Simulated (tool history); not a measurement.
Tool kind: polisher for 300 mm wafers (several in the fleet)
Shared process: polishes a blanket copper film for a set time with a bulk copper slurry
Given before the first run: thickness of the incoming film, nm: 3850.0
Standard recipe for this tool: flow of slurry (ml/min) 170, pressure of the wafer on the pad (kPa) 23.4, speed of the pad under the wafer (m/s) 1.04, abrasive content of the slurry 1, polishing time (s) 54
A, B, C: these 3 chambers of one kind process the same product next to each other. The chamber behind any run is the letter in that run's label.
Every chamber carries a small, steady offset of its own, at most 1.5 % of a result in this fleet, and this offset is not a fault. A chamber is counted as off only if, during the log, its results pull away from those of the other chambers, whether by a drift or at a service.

run	hour	flow of slurry (ml/min)	pressure of the wafer on the pad (kPa)	speed of the pad under the wafer (m/s)	abrasive content of the slurry	polishing time (s)	film removed (Å)
# hour 2.3: chamber A: worn pad replaced by a new one
1C	6.6	170	23.4	1.04	1	54	5446.7
# hour 15.5: chamber A: head pressure recalibrated
2B	17.6	170	23.4	1.04	1	54	5441.8
3A	28.4	170	23.4	1.04	1	54	5493.4
# hour 30.6: chamber C: worn pad replaced by a new one
4B	39.3	170	23.4	1.04	1	54	5379.1
# hour 41.5: chamber A: slurry blender recalibrated
5C	47.3	170	23.4	1.04	1	54	5438.4
6A	54.1	170	23.4	1.04	1	54	5431
7C	61.1	170	23.4	1.04	1	54	5436.8
8B	72.4	170	23.4	1.04	1	54	5397.2
# hour 74.3: chamber B: slurry blender recalibrated
9A	83.3	170	23.4	1.04	1	54	5381
# hour 87.1: chamber C: slurry blender recalibrated
10C	94	170	23.4	1.04	1	54	5589.4
11B	100.6	170	23.4	1.04	1	54	5419
12A	106.8	170	23.4	1.04	1	54	5370.7
13A	117.1	170	23.4	1.04	1	54	5335.8
# hour 117.3: chamber A: worn pad replaced by a new one
14B	123.9	170	23.4	1.04	1	54	5443.8
# hour 132.2: chamber B: worn pad replaced by a new one
15C	134.1	170	23.4	1.04	1	54	5701.7
16C	140.4	170	23.4	1.04	1	54	5749.5
17A	147.7	170	23.4	1.04	1	54	5316.9
18B	158.1	170	23.4	1.04	1	54	5475.6
19A	167.3	170	23.4	1.24	1.25	54	6787.9
20B	176.6	170	23.4	1.24	1.25	54	6799.2

One chamber off, gauge drift, or nothing amiss beyond the chambers' own small offsets? If it is a chamber, which one, and what is the likeliest cause?

It is chamber C that slowly wanders off from its peers.
Likeliest cause: head's pressure above its setpoint, % = 8.71.

Chamber C could run next with any of the 4 candidate recipes listed below; each alters the usual settings, and their results appear as question marks. Which one brings its results back in line with what the other chambers deliver on the usual settings?
In line here means within this much of the mean the other chambers give on the usual settings: film removed (Å) 150
21C-1	185.2	170	24.1	1.06	1	56	?
21C-2	185.2	170	21.4	1.04	1	54	?
21C-3	185.2	170	23.4	1.06	1	55	?
21C-4	185.2	170	23.4	1.02	1	53	?

Average result of the remaining chambers running the usual settings: film removed (Å) 5408.5
run	film removed (Å)
21C-1	6424.8
21C-2	5392.4
21C-3	6132.4
21C-4	5683.2
21C-2 puts the chamber back in line with the other chambers.
